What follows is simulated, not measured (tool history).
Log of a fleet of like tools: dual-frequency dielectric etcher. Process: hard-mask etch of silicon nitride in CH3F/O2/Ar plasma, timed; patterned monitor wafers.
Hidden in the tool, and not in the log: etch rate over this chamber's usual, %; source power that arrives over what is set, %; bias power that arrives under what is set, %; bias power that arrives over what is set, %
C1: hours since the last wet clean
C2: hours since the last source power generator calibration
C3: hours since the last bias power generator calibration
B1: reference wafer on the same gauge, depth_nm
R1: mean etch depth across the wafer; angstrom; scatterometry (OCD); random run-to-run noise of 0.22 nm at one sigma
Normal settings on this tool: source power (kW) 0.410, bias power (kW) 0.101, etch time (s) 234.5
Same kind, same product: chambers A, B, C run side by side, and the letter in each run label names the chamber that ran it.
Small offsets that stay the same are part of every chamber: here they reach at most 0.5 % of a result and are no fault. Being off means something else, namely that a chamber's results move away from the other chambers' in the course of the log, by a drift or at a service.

run 1A day=0.375 | source_power_(kW)=0.410 bias_power_(kW)=0.101 etch_time_(s)=234.5 | C1=582.4 C2=1705.1 C3=2613.6 | B1=163.98 | R1=1868.8
run 2C day=0.704 | source_power_(kW)=0.410 bias_power_(kW)=0.101 etch_time_(s)=234.5 | C1=54.8 C2=1338.6 C3=1976.4 | B1=163.90 | R1=1860.2
run 3B day=1.129 | source_power_(kW)=0.410 bias_power_(kW)=0.101 etch_time_(s)=234.5 | C1=569.2 C2=4077.9 C3=225.5 | B1=163.99 | R1=1866.9
run 4B day=1.383 | source_power_(kW)=0.410 bias_power_(kW)=0.101 etch_time_(s)=234.5 | C1=575.3 C2=4084.0 C3=231.6 | B1=163.97 | R1=1868.2
run 5A day=1.896 | source_power_(kW)=0.410 bias_power_(kW)=0.101 etch_time_(s)=234.5 | C1=618.9 C2=1741.6 C3=2650.1 | B1=163.88 | R1=1864.5
run 6C day=2.246 | source_power_(kW)=0.410 bias_power_(kW)=0.101 etch_time_(s)=234.5 | C1=91.8 C2=1375.6 C3=2013.4 | B1=163.89 | R1=1862.7
run 7C day=2.508 | source_power_(kW)=0.410 bias_power_(kW)=0.101 etch_time_(s)=234.5 | C1=98.1 C2=1381.9 C3=2019.7 | B1=163.90 | R1=1861.8
-- day=2.817 chamber B: wet clean of the chamber
run 8A day=2.962 | source_power_(kW)=0.410 bias_power_(kW)=0.101 etch_time_(s)=234.5 | C1=644.5 C2=1767.2 C3=2675.7 | B1=163.87 | R1=1863.2
run 9B day=3.425 | source_power_(kW)=0.410 bias_power_(kW)=0.101 etch_time_(s)=234.5 | C1=14.6 C2=4133.0 C3=280.6 | B1=163.87 | R1=1868.9
run 10A day=3.842 | source_power_(kW)=0.410 bias_power_(kW)=0.101 etch_time_(s)=234.5 | C1=665.6 C2=1788.3 C3=2696.8 | B1=163.84 | R1=1864.3
-- day=4.008 chamber A: wet clean of the chamber
run 11B day=4.217 | source_power_(kW)=0.410 bias_power_(kW)=0.101 etch_time_(s)=234.5 | C1=33.6 C2=4152.0 C3=299.6 | B1=163.79 | R1=1867.8
run 12C day=4.558 | source_power_(kW)=0.410 bias_power_(kW)=0.101 etch_time_(s)=234.5 | C1=147.3 C2=1431.1 C3=2068.9 | B1=163.78 | R1=1862.4
run 13A day=4.950 | source_power_(kW)=0.410 bias_power_(kW)=0.079 etch_time_(s)=234.5 | C1=22.7 C2=1814.9 C3=2723.4 | B1=163.79 | R1=1708.5
run 14B day=5.258 | source_power_(kW)=0.410 bias_power_(kW)=0.079 etch_time_(s)=234.5 | C1=58.6 C2=4177.0 C3=324.6 | B1=163.78 | R1=1708.4
run 15C day=5.792 | source_power_(kW)=0.410 bias_power_(kW)=0.079 etch_time_(s)=234.5 | C1=176.9 C2=1460.7 C3=2098.5 | B1=163.71 | R1=1703.4
run 16B day=6.121 | source_power_(kW)=0.410 bias_power_(kW)=0.101 etch_time_(s)=234.5 | C1=79.3 C2=4197.7 C3=345.3 | B1=163.71 | R1=1871.9
run 17A day=6.621 | source_power_(kW)=0.410 bias_power_(kW)=0.101 etch_time_(s)=234.5 | C1=62.8 C2=1855.0 C3=2763.5 | B1=163.69 | R1=1863.0
run 18C day=6.996 | source_power_(kW)=0.410 bias_power_(kW)=0.101 etch_time_(s)=234.5 | C1=205.8 C2=1489.6 C3=2127.4 | B1=163.63 | R1=1857.8
run 19A day=7.288 | source_power_(kW)=0.410 bias_power_(kW)=0.101 etch_time_(s)=234.5 | C1=78.8 C2=1871.0 C3=2779.5 | B1=163.64 | R1=1859.3
run 20C day=7.712 | source_power_(kW)=0.410 bias_power_(kW)=0.101 etch_time_(s)=234.5 | C1=223.0 C2=1506.8 C3=2144.6 | B1=163.69 | R1=1857.1
run 21B day=8.229 | source_power_(kW)=0.410 bias_power_(kW)=0.101 etch_time_(s)=234.5 | C1=129.9 C2=4248.3 C3=395.9 | B1=163.67 | R1=1869.1
run 22B day=8.762 | source_power_(kW)=0.490 bias_power_(kW)=0.101 etch_time_(s)=234.5 | C1=142.7 C2=4261.1 C3=408.7 | B1=163.55 | R1=2000.7
run 23C day=9.125 | source_power_(kW)=0.490 bias_power_(kW)=0.101 etch_time_(s)=234.5 | C1=256.9 C2=1540.7 C3=2178.5 | B1=163.52 | R1=1991.7
run 24A day=9.642 | source_power_(kW)=0.490 bias_power_(kW)=0.101 etch_time_(s)=234.5 | C1=135.3 C2=1927.5 C3=2836.0 | B1=163.52 | R1=1988.3
run 25C day=9.917 | source_power_(kW)=0.410 bias_power_(kW)=0.101 etch_time_(s)=234.5 | C1=275.9 C2=1559.7 C3=2197.5 | B1=163.54 | R1=1858.6
run 26A day=10.233 | source_power_(kW)=0.410 bias_power_(kW)=0.101 etch_time_(s)=234.5 | C1=149.5 C2=1941.7 C3=2850.2 | B1=163.48 | R1=1863.4
run 27B day=10.500 | source_power_(kW)=0.410 bias_power_(kW)=0.101 etch_time_(s)=234.5 | C1=184.4 C2=4302.8 C3=450.4 | B1=163.50 | R1=1868.0
run 28C day=10.883 | source_power_(kW)=0.410 bias_power_(kW)=0.101 etch_time_(s)=234.5 | C1=299.1 C2=1582.9 C3=2220.7 | B1=163.53 | R1=1861.5
run 29A day=11.292 | source_power_(kW)=0.410 bias_power_(kW)=0.101 etch_time_(s)=234.5 | C1=174.9 C2=1967.1 C3=2875.6 | B1=163.42 | R1=1864.5
run 30B day=11.833 | source_power_(kW)=0.410 bias_power_(kW)=0.101 etch_time_(s)=234.5 | C1=216.4 C2=4334.8 C3=482.4 | B1=163.45 | R1=1868.4
run 31A day=12.229 | source_power_(kW)=0.410 bias_power_(kW)=0.101 etch_time_(s)=234.5 | C1=197.4 C2=1989.6 C3=2898.1 | B1=163.37 | R1=1857.9
run 32C day=12.754 | source_power_(kW)=0.410 bias_power_(kW)=0.101 etch_time_(s)=234.5 | C1=344.0 C2=1627.8 C3=2265.6 | B1=163.42 | R1=1859.3
run 33B day=13.100 | source_power_(kW)=0.410 bias_power_(kW)=0.101 etch_time_(s)=234.5 | C1=246.8 C2=4365.2 C3=512.8 | B1=163.39 | R1=1868.1
run 34C day=13.350 | source_power_(kW)=0.410 bias_power_(kW)=0.101 etch_time_(s)=234.5 | C1=358.3 C2=1642.1 C3=2279.9 | B1=163.37 | R1=1857.1
run 35B day=13.908 | source_power_(kW)=0.410 bias_power_(kW)=0.101 etch_time_(s)=234.5 | C1=266.2 C2=4384.6 C3=532.2 | B1=163.30 | R1=1859.8
-- day=14.333 chamber C: wet clean of the chamber
run 36A day=14.408 | source_power_(kW)=0.410 bias_power_(kW)=0.101 etch_time_(s)=234.5 | C1=249.7 C2=2041.9 C3=2950.4 | B1=163.39 | R1=1861.8
run 37B day=14.758 | source_power_(kW)=0.410 bias_power_(kW)=0.101 etch_time_(s)=234.5 | C1=286.6 C2=4405.0 C3=552.6 | B1=163.30 | R1=1863.5
run 38C day=15.079 | source_power_(kW)=0.410 bias_power_(kW)=0.101 etch_time_(s)=234.5 | C1=18.0 C2=1683.6 C3=2321.4 | B1=163.25 | R1=1853.6
run 39A day=15.642 | source_power_(kW)=0.410 bias_power_(kW)=0.081 etch_time_(s)=234.5 | C1=279.3 C2=2071.5 C3=2980.0 | B1=163.25 | R1=1718.0
run 40B day=16.083 | source_power_(kW)=0.410 bias_power_(kW)=0.081 etch_time_(s)=234.5 | C1=318.4 C2=4436.8 C3=584.4 | B1=163.24 | R1=1718.8
run 41A day=16.412 | source_power_(kW)=0.410 bias_power_(kW)=0.081 etch_time_(s)=234.5 | C1=297.8 C2=2090.0 C3=2998.5 | B1=163.22 | R1=1719.4
run 42C day=16.708 | source_power_(kW)=0.410 bias_power_(kW)=0.120 etch_time_(s)=279.0 | C1=57.1 C2=1722.7 C3=2360.5 | B1=163.21 | R1=2352.8

Next, all 3 chambers run the settings below, one line each with question marks for the results. What does each chamber give?
run 43A day=17.121 | source_power_(kW)=0.410 bias_power_(kW)=0.101 etch_time_(s)=274.5 | R1=?
run 43B day=17.121 | source_power_(kW)=0.410 bias_power_(kW)=0.101 etch_time_(s)=274.5 | R1=?
run 43C day=17.121 | source_power_(kW)=0.410 bias_power_(kW)=0.101 etch_time_(s)=274.5 | R1=?

run=43A R1=2171.5
run=43B R1=2177.3
run=43C R1=2171.9

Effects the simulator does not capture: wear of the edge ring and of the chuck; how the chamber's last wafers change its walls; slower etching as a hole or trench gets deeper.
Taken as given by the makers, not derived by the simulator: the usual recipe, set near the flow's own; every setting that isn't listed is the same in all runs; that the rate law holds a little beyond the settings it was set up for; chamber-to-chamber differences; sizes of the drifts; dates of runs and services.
